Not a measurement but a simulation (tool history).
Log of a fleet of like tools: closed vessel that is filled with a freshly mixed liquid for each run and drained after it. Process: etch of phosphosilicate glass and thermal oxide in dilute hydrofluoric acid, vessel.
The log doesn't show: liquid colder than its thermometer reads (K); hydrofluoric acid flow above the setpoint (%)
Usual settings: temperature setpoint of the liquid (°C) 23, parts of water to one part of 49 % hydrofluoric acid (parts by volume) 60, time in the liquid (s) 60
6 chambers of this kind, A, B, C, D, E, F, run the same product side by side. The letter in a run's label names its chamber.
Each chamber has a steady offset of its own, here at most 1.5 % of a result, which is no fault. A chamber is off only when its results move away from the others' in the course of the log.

run   hour  temperature setpoint of the liquid (°C)  parts of water to one part of 49 % hydrofluoric acid (parts by volume)  time in the liquid (s)  hours since the thermometer was replaced  hours since the hydrofluoric acid flow meter was replaced  read-back film thickness of the phosphosilicate glass reference wafer, read on the same gauge (nm)  read-back film thickness of the thermal oxide reference wafer, read on the same gauge (nm)  thickness taken off the phosphosilicate glass on a monitor wafer (nm)  thickness taken off the thermal oxide on a monitor wafer (nm)
 1C   11.7                                       23                                                                      60                      60                                     223.3                                                      468.3                                                                                              59.991                                                                                      120.03                                                                199.870                                                         4.8105
 2F   23.8                                       23                                                                      60                      60                                    1516.1                                                     1079.0                                                                                              59.984                                                                                      119.97                                                                201.300                                                         4.7909
 3E   29.2                                       23                                                                      60                      60                                    1970.1                                                      169.6                                                                                              60.005                                                                                      119.95                                                                203.210                                                         4.8680
 4A   39.2                                       23                                                                      60                      60                                     970.3                                                      773.1                                                                                              60.017                                                                                      120.02                                                                203.630                                                         4.8218
 5B   50.3                                       23                                                                      60                      60                                      54.9                                                      814.4                                                                                              59.991                                                                                      119.99                                                                200.260                                                         4.7422
 6D   59.3                                       23                                                                      60                      60                                    1676.5                                                      148.1                                                                                              59.978                                                                                      120.00                                                                201.740                                                         4.7753
 7C   67.2                                       23                                                                      60                      60                                     278.8                                                      523.8                                                                                              59.996                                                                                      120.02                                                                201.550                                                         4.8570
 8A   73.0                                       23                                                                      60                      60                                    1004.1                                                      806.9                                                                                              60.010                                                                                      120.05                                                                205.050                                                         4.7874
 9E   83.4                                       23                                                                      60                      60                                    2024.3                                                      223.8                                                                                              60.004                                                                                      119.98                                                                205.590                                                         4.8750
10B   95.4                                       23                                                                      60                      60                                     100.0                                                      859.5                                                                                              60.007                                                                                      120.02                                                                198.460                                                         4.8039
11D  105.4                                       23                                                                      60                      60                                    1722.6                                                      194.2                                                                                              60.006                                                                                      119.97                                                                202.010                                                         4.8435
12F  110.8                                       23                                                                      60                      60                                    1603.1                                                     1166.0                                                                                              60.003                                                                                      119.99                                                                200.710                                                         4.8309
13D  120.0                                       23                                                                      60                      30                                    1737.2                                                      208.8                                                                                              60.012                                                                                      120.00                                                                 99.935                                                         2.3853
14E  125.4                                       23                                                                      60                      30                                    2066.3                                                      265.8                                                                                              59.997                                                                                      120.03                                                                101.540                                                         2.4264
15F  135.7                                       23                                                                      60                      30                                    1628.0                                                     1190.9                                                                                              59.995                                                                                      120.02                                                                100.620                                                         2.4046
16A  143.4                                       23                                                                      60                      30                                    1074.5                                                      877.3                                                                                              59.999                                                                                      120.02                                                                102.470                                                         2.4053
17C  150.2                                       23                                                                      60                      30                                     361.8                                                      606.8                                                                                              59.991                                                                                      119.95                                                                101.260                                                         2.4029
18B  158.8                                       23                                                                      60                      30                                     163.4                                                      922.9                                                                                              60.001                                                                                      120.04                                                                 98.930                                                         2.3568
19B  164.2                                       23                                                                      60                      60                                     168.8                                                      928.3                                                                                              59.991                                                                                      119.98                                                                200.610                                                         4.8329
20D  170.5                                       23                                                                      70                      60                                    1787.7                                                      259.3                                                                                              59.996                                                                                      120.03                                                                171.610                                                         3.9956
21F  178.7                                       23                                                                      70                      60                                    1671.0                                                     1233.9                                                                                              60.000                                                                                      120.02                                                                171.840                                                         4.0852
22C  186.0                                       23                                                                      70                      60                                     397.6                                                      642.6                                                                                              59.993                                                                                      120.05                                                                168.790                                                         4.1546
23A  192.7                                       23                                                                      70                      60                                    1123.8                                                      926.6                                                                                              59.987                                                                                      119.99                                                                172.850                                                         4.0110
24E  200.1                                       23                                                                      70                      60                                    2141.0                                                      340.5                                                                                              60.014                                                                                      120.02                                                                173.330                                                         4.0439
25A  207.3                                       23                                                                      70                      60                                    1138.4                                                      941.2                                                                                              59.993                                                                                      119.99                                                                171.360                                                         4.0985
26F  214.0                                       23                                                                      60                      60                                    1706.3                                                     1269.2                                                                                              60.004                                                                                      119.95                                                                200.130                                                         4.8140
27D  220.3                                       23                                                                      60                      60                                    1837.5                                                      309.1                                                                                              59.997                                                                                      119.98                                                                202.490                                                         4.7574
28C  225.7                                       23                                                                      60                      60                                     437.3                                                      682.3                                                                                              60.010                                                                                      120.00                                                                200.000                                                         4.8692
29E  237.2                                       23                                                                      60                      60                                    2178.1                                                      377.6                                                                                              60.024                                                                                      119.97                                                                204.650                                                         4.8444
     239.7  -- chamber A: hydrofluoric acid flow meter replaced
30B  245.9                                       23                                                                      60                      60                                     250.5                                                     1010.0                                                                                              60.000                                                                                      120.01                                                                199.020                                                         4.7717
31A  257.4                                       23                                                                      60                      60                                    1188.5                                                       17.8                                                                                              60.004                                                                                      119.99                                                                204.980                                                         4.8533
32C  264.7                                       23                                                                      60                      60                                     476.3                                                      721.3                                                                                              59.995                                                                                      120.00                                                                201.200                                                         4.8604
33F  273.1                                       23                                                                      70                      80                                    1765.4                                                     1328.3                                                                                              60.011                                                                                      120.00                                                                227.060                                                         5.4413
34B  279.2                                       23                                                                      70                      80                                     283.8                                                     1043.3                                                                                              60.015                                                                                      120.04                                                                225.020                                                         5.4212
35E  287.5                                       23                                                                      70                      80                                    2228.4                                                      427.9                                                                                              59.976                                                                                      119.98                                                                229.920                                                         5.4387
36D  299.3                                       23                                                                      70                      80                                    1916.5                                                      388.1                                                                                              60.003                                                                                      120.02                                                                229.650                                                         5.3144
37B  307.0                                       23                                                                      70                      80                                     311.6                                                     1071.1                                                                                              59.991                                                                                      119.99                                                                223.370                                                         5.4282

What goes on in this fleet: one chamber off, a drifting gauge, or nothing beyond the chambers' own small offsets? Name the chamber and the cause, if any.

No chamber stands off beyond its own small offset, and the gauge holds steady.

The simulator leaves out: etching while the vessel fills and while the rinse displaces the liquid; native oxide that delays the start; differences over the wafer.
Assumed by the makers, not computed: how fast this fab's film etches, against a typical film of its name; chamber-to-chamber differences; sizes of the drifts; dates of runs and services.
